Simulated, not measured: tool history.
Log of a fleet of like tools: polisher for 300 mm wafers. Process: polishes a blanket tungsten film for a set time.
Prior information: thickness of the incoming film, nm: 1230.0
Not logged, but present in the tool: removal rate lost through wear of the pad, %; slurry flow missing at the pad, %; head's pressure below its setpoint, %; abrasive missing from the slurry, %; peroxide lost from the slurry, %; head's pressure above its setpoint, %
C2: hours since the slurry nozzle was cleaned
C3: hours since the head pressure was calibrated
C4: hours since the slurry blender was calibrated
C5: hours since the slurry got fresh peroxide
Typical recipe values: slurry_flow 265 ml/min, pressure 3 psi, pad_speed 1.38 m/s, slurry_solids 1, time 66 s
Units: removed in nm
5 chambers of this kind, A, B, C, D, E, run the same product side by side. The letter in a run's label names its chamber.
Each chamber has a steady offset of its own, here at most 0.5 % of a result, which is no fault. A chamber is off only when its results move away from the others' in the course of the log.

At hour 2.9: chamber C: worn pad replaced by a new one.
Run 1B, hour 7.4: usual settings; wafers polished on this pad 1223; C2 782.3; C3 340.1; C4 54.8; C5 116.3. Result: removed 424.22 nm.
At hour 9.5: chamber D: slurry tank refilled with fresh slurry and peroxide.
At hour 10: chamber A: worn pad replaced by a new one.
At hour 11.5: chamber C: slurry tank refilled with fresh slurry and peroxide.
Run 2D, hour 14.6: usual settings; wafers polished on this pad 800; C2 914.8; C3 234.2; C4 50.2; C5 5.2. Result: removed 415.59 nm.
At hour 20.2: chamber D: worn pad replaced by a new one.
Run 3E, hour 20.6: usual settings; wafers polished on this pad 725; C2 350.8; C3 922.4; C4 271; C5 49.5. Result: removed 424.6 nm.
At hour 26.5: chamber B: slurry nozzle cleaned.
Run 4A, hour 27.5: usual settings; wafers polished on this pad 241; C2 61.1; C3 251.7; C4 226.4; C5 44.3. Result: removed 421.16 nm.
At hour 28.9: chamber D: slurry nozzle cleaned.
Run 5C, hour 32.7: usual settings; wafers polished on this pad 409; C2 490.8; C3 307.9; C4 117.7; C5 21.3. Result: removed 406.34 nm.
At hour 37.7: chamber B: worn pad replaced by a new one.
At hour 38.6: chamber C: slurry blender recalibrated.
Run 6B, hour 40.8: usual settings; wafers polished on this pad 43; C2 14.3; C3 373.5; C4 88.2; C5 149.7. Result: removed 408.06 nm.
At hour 43.3: chamber A: slurry tank refilled with fresh slurry and peroxide.
At hour 46.5: chamber B: slurry tank refilled with fresh slurry and peroxide.
Run 7C, hour 46.5: usual settings; wafers polished on this pad 599; C2 504.6; C3 321.7; C4 7.9; C5 35.1. Result: removed 415.72 nm.
At hour 49.7: chamber C: worn pad replaced by a new one.
At hour 52: chamber E: worn pad replaced by a new one.
At hour 52.3: chamber D: slurry tank refilled with fresh slurry and peroxide.
Run 8A, hour 52.7: usual settings but slurry_solids 0.75; wafers polished on this pad 587; C2 86.3; C3 276.9; C4 251.6; C5 9.4. Result: removed 391.63 nm.
At hour 53.3: chamber A: worn pad replaced by a new one.
Run 9D, hour 60.2: usual settings but slurry_solids 0.75; wafers polished on this pad 550; C2 31.4; C3 279.8; C4 95.8; C5 8. Result: removed 394.8 nm.
Run 10E, hour 69.2: usual settings but slurry_solids 0.75; wafers polished on this pad 237; C2 399.4; C3 971; C4 319.6; C5 98.1. Result: removed 394.18 nm.
At hour 71.3: chamber E: slurry blender recalibrated.
Run 11D, hour 77.9: usual settings but slurry_solids 0.75; wafers polished on this pad 793; C2 49.1; C3 297.5; C4 113.5; C5 25.7. Result: removed 384.63 nm.
At hour 81.9: chamber D: worn pad replaced by a new one.
Run 12E, hour 82.8: usual settings but slurry_solids 0.75; wafers polished on this pad 424; C2 413; C3 984.6; C4 11.5; C5 111.7. Result: removed 400.49 nm.
Run 13C, hour 87.9: usual settings; wafers polished on this pad 524; C2 546; C3 363.1; C4 49.3; C5 76.5. Result: removed 414.24 nm.
At hour 90.4: chamber C: worn pad replaced by a new one.
Run 14B, hour 93.4: usual settings; wafers polished on this pad 766; C2 66.9; C3 426.1; C4 140.8; C5 46.9. Result: removed 415.23 nm.
At hour 95.7: chamber A: worn pad replaced by a new one.
At hour 96.1: chamber D: slurry tank refilled with fresh slurry and peroxide.
At hour 99.3: chamber E: slurry tank refilled with fresh slurry and peroxide.
Run 15A, hour 100.5: usual settings; wafers polished on this pad 66; C2 134.1; C3 324.7; C4 299.4; C5 57.2. Result: removed 421.43 nm.
At hour 107.3: chamber A: slurry tank refilled with fresh slurry and peroxide.
Run 16E, hour 109.7: usual settings but pressure 3.7 psi; wafers polished on this pad 793; C2 439.9; C3 1011.5; C4 38.4; C5 10.4. Result: removed 517.65 nm.
At hour 110.9: chamber A: head pressure recalibrated.
Run 17D, hour 115.4: usual settings but pressure 3.7 psi; wafers polished on this pad 460; C2 86.6; C3 335; C4 151; C5 19.3. Result: removed 518.9 nm.
At hour 118: chamber E: worn pad replaced by a new one.
Run 18B, hour 123.3: usual settings but pressure 3.7 psi; wafers polished on this pad 1176; C2 96.8; C3 456; C4 170.7; C5 76.8. Result: removed 520.68 nm.
Run 19C, hour 130.7: usual settings but pressure 3.7 psi; wafers polished on this pad 554; C2 588.8; C3 405.9; C4 92.1; C5 119.3. Result: removed 509.39 nm.
At hour 133.8: chamber C: worn pad replaced by a new one.
At hour 134.1: chamber D: worn pad replaced by a new one.
Run 20A, hour 139.1: usual settings but pressure 3.7 psi; wafers polished on this pad 596; C2 172.7; C3 28.3; C4 338; C5 31.9. Result: removed 478.01 nm.
Run 21D, hour 145: usual settings; wafers polished on this pad 150; C2 116.2; C3 364.6; C4 180.6; C5 48.9. Result: removed 427.28 nm.
At hour 146.3: chamber A: worn pad replaced by a new one.
At hour 146.9: chamber D: slurry tank refilled with fresh slurry and peroxide.
At hour 147.9: chamber C: slurry tank refilled with fresh slurry and peroxide.
Run 22A, hour 153.9: usual settings but pad_speed 1.2 m/s; wafers polished on this pad 104; C2 187.5; C3 43.1; C4 352.8; C5 46.7. Result: removed 337.41 nm.
At hour 156.3: chamber B: worn pad replaced by a new one.
At hour 158.9: chamber B: head pressure recalibrated.
At hour 159.5: chamber C: slurry blender recalibrated.
Run 23C, hour 163.1: usual settings but pad_speed 1.2 m/s; wafers polished on this pad 403; C2 621.2; C3 438.3; C4 3.7; C5 15.2. Result: removed 356.62 nm.
Run 24B, hour 167.2: usual settings but pad_speed 1.2 m/s; wafers polished on this pad 150; C2 140.7; C3 8.4; C4 214.6; C5 120.7. Result: removed 361.32 nm.
At hour 168.3: chamber A: slurry tank refilled with fresh slurry and peroxide.
Run 25E, hour 171.5: usual settings but pad_speed 1.2 m/s; wafers polished on this pad 735; C2 501.7; C3 1073.3; C4 100.2; C5 72.2. Result: removed 368.46 nm.
Run 26B, hour 178.3: usual settings but pad_speed 1.2 m/s; wafers polished on this pad 302; C2 151.8; C3 19.5; C4 225.7; C5 131.8. Result: removed 355.5 nm.
At hour 182.9: chamber C: worn pad replaced by a new one.
Run 27D, hour 183.7: usual settings but slurry_solids 1.15; wafers polished on this pad 681; C2 154.9; C3 403.3; C4 219.3; C5 36.9. Result: removed 432.03 nm.
At hour 184.5: chamber E: worn pad replaced by a new one.
At hour 190.9: chamber D: slurry tank refilled with fresh slurry and peroxide.
Run 28E, hour 191.5: usual settings but slurry_solids 1.15; wafers polished on this pad 97; C2 521.7; C3 1093.3; C4 120.2; C5 92.2. Result: removed 447 nm.
At hour 194.2: chamber D: worn pad replaced by a new one.
At hour 195: chamber D: slurry blender recalibrated.
At hour 197.2: chamber A: worn pad replaced by a new one.
Run 29C, hour 199.3: usual settings but slurry_solids 1.15; wafers polished on this pad 225; C2 657.4; C3 474.5; C4 39.9; C5 51.4. Result: removed 426.56 nm.
Run 30A, hour 206.9: usual settings but slurry_solids 1.15; wafers polished on this pad 133; C2 240.5; C3 96.1; C4 405.8; C5 38.6. Result: removed 401 nm.
Run 31C, hour 215.9: usual settings but slurry_solids 1.15; wafers polished on this pad 453; C2 674; C3 491.1; C4 56.5; C5 68. Result: removed 434.84 nm.
At hour 222.4: chamber A: slurry blender recalibrated.
Run 32D, hour 225: usual settings; wafers polished on this pad 424; C2 196.2; C3 444.6; C4 30.1; C5 34.2. Result: removed 421.61 nm.
Run 33A, hour 231.9: usual settings; wafers polished on this pad 477; C2 265.5; C3 121.1; C4 9.5; C5 63.6. Result: removed 394.93 nm.

The same settings go to every chamber for the next run, one line per chamber below. Forecast the results for each:
Run 34A, hour 238.6: usual settings but pressure 2.2 psi. Result: removed ?.
Run 34B, hour 238.6: usual settings but pressure 2.2 psi. Result: removed ?.
Run 34C, hour 238.6: usual settings but pressure 2.2 psi. Result: removed ?.
Run 34D, hour 238.6: usual settings but pressure 2.2 psi. Result: removed ?.
Run 34E, hour 238.6: usual settings but pressure 2.2 psi. Result: removed ?.

run  removed
34A   286.24
34B   303.62
34C   311.54
34D   312.64
34E   300.44
